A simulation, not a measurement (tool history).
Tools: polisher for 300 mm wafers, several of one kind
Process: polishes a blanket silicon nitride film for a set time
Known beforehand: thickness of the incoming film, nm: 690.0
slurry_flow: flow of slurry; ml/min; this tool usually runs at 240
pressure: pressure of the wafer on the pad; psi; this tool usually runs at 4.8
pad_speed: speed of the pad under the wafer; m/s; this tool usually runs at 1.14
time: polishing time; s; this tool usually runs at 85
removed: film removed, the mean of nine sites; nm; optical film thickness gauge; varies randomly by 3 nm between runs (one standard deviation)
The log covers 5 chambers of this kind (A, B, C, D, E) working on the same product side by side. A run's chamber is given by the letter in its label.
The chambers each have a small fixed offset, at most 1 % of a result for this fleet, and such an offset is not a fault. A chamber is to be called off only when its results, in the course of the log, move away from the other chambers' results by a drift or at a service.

run	hour	slurry_flow	pressure	pad_speed	time	removed
# hour 3.5: chamber B: worn pad replaced by a new one
1B	6.9	240	4.8	1.14	85	208.98
2C	10.9	240	4.8	1.14	85	206.29
3D	15.5	240	4.8	1.14	85	205.70
# hour 21.1: chamber A: worn pad replaced by a new one
4A	21.1	240	4.8	1.14	85	203.37
5E	25.8	240	4.8	1.48	74	216.04
# hour 26.2: chamber B: slurry nozzle cleaned
6D	28.9	240	4.8	1.48	74	225.01
# hour 30.6: chamber D: worn pad replaced by a new one
7C	35.5	240	4.8	1.48	74	220.03
# hour 37.6: chamber A: slurry nozzle cleaned
8E	40.2	240	4.8	1.48	74	218.79
9B	45.7	240	4.8	1.48	74	222.18
10A	52.1	240	4.8	1.14	85	210.43
11B	57.0	240	4.8	1.14	85	210.60
# hour 58.0: chamber C: slurry nozzle cleaned
# hour 58.8: chamber A: head pressure recalibrated
12C	61.9	240	4.8	1.14	85	207.79
13A	65.1	240	4.8	1.14	85	202.00
# hour 65.2: chamber C: worn pad replaced by a new one
# hour 68.2: chamber E: worn pad replaced by a new one
14E	69.7	240	4.8	1.14	85	204.31
# hour 74.3: chamber B: worn pad replaced by a new one
15D	76.1	240	4.8	1.14	85	208.15
16B	82.9	240	4.8	1.14	85	208.31
17D	87.4	240	4.8	1.14	85	208.14
# hour 89.4: chamber A: worn pad replaced by a new one
18A	91.3	240	4.8	1.14	85	203.58
19C	97.8	240	4.8	1.14	85	207.83
20E	101.3	240	4.8	1.14	85	202.06
21E	106.8	240	4.8	0.84	67	124.99
22A	112.4	240	4.8	0.84	67	127.84
23C	119.1	240	4.8	0.84	67	128.10
24B	123.7	240	4.8	0.84	67	127.49
25D	130.8	240	4.8	0.84	67	128.11
# hour 133.4: chamber D: worn pad replaced by a new one
26D	133.9	240	4.8	1.14	85	213.97
27A	140.1	240	4.8	1.14	85	204.18
28E	145.6	240	4.8	1.14	85	206.85
# hour 149.0: chamber B: worn pad replaced by a new one
# hour 150.7: chamber E: slurry nozzle cleaned
29B	151.8	240	4.8	1.14	85	206.51
# hour 152.5: chamber C: worn pad replaced by a new one
30C	155.4	240	4.8	1.14	85	203.73
# hour 158.8: chamber A: worn pad replaced by a new one
31E	162.6	240	4.8	1.14	85	202.98
32D	168.0	240	4.8	1.14	85	205.44
# hour 169.3: chamber E: worn pad replaced by a new one
33A	172.4	295	4.8	1.14	73	181.73
34C	175.7	295	4.8	1.14	73	180.86
35B	182.9	295	4.8	1.14	73	183.09
36A	188.0	295	4.8	1.14	73	177.09
37D	193.6	295	4.8	1.14	73	188.04
38E	199.3	240	4.8	1.14	85	203.78
39B	206.3	240	4.8	1.14	85	210.54
# hour 209.4: chamber B: worn pad replaced by a new one
40C	212.8	240	4.8	1.14	85	202.09
# hour 213.1: chamber E: head pressure recalibrated
41B	218.8	240	4.8	1.14	85	204.05
# hour 221.8: chamber A: worn pad replaced by a new one
42A	222.0	240	4.8	1.14	85	201.73
43E	228.7	195	4.8	1.14	85	199.49

The same settings go to every chamber for the next run, one line per chamber below. Forecast the results for each:
44A	233.9	295	4.8	1.14	85	?
44B	233.9	295	4.8	1.14	85	?
44C	233.9	295	4.8	1.14	85	?
44D	233.9	295	4.8	1.14	85	?
44E	233.9	295	4.8	1.14	85	?

run	removed
44A	208.40
44B	214.19
44C	207.59
44D	214.23
44E	215.94
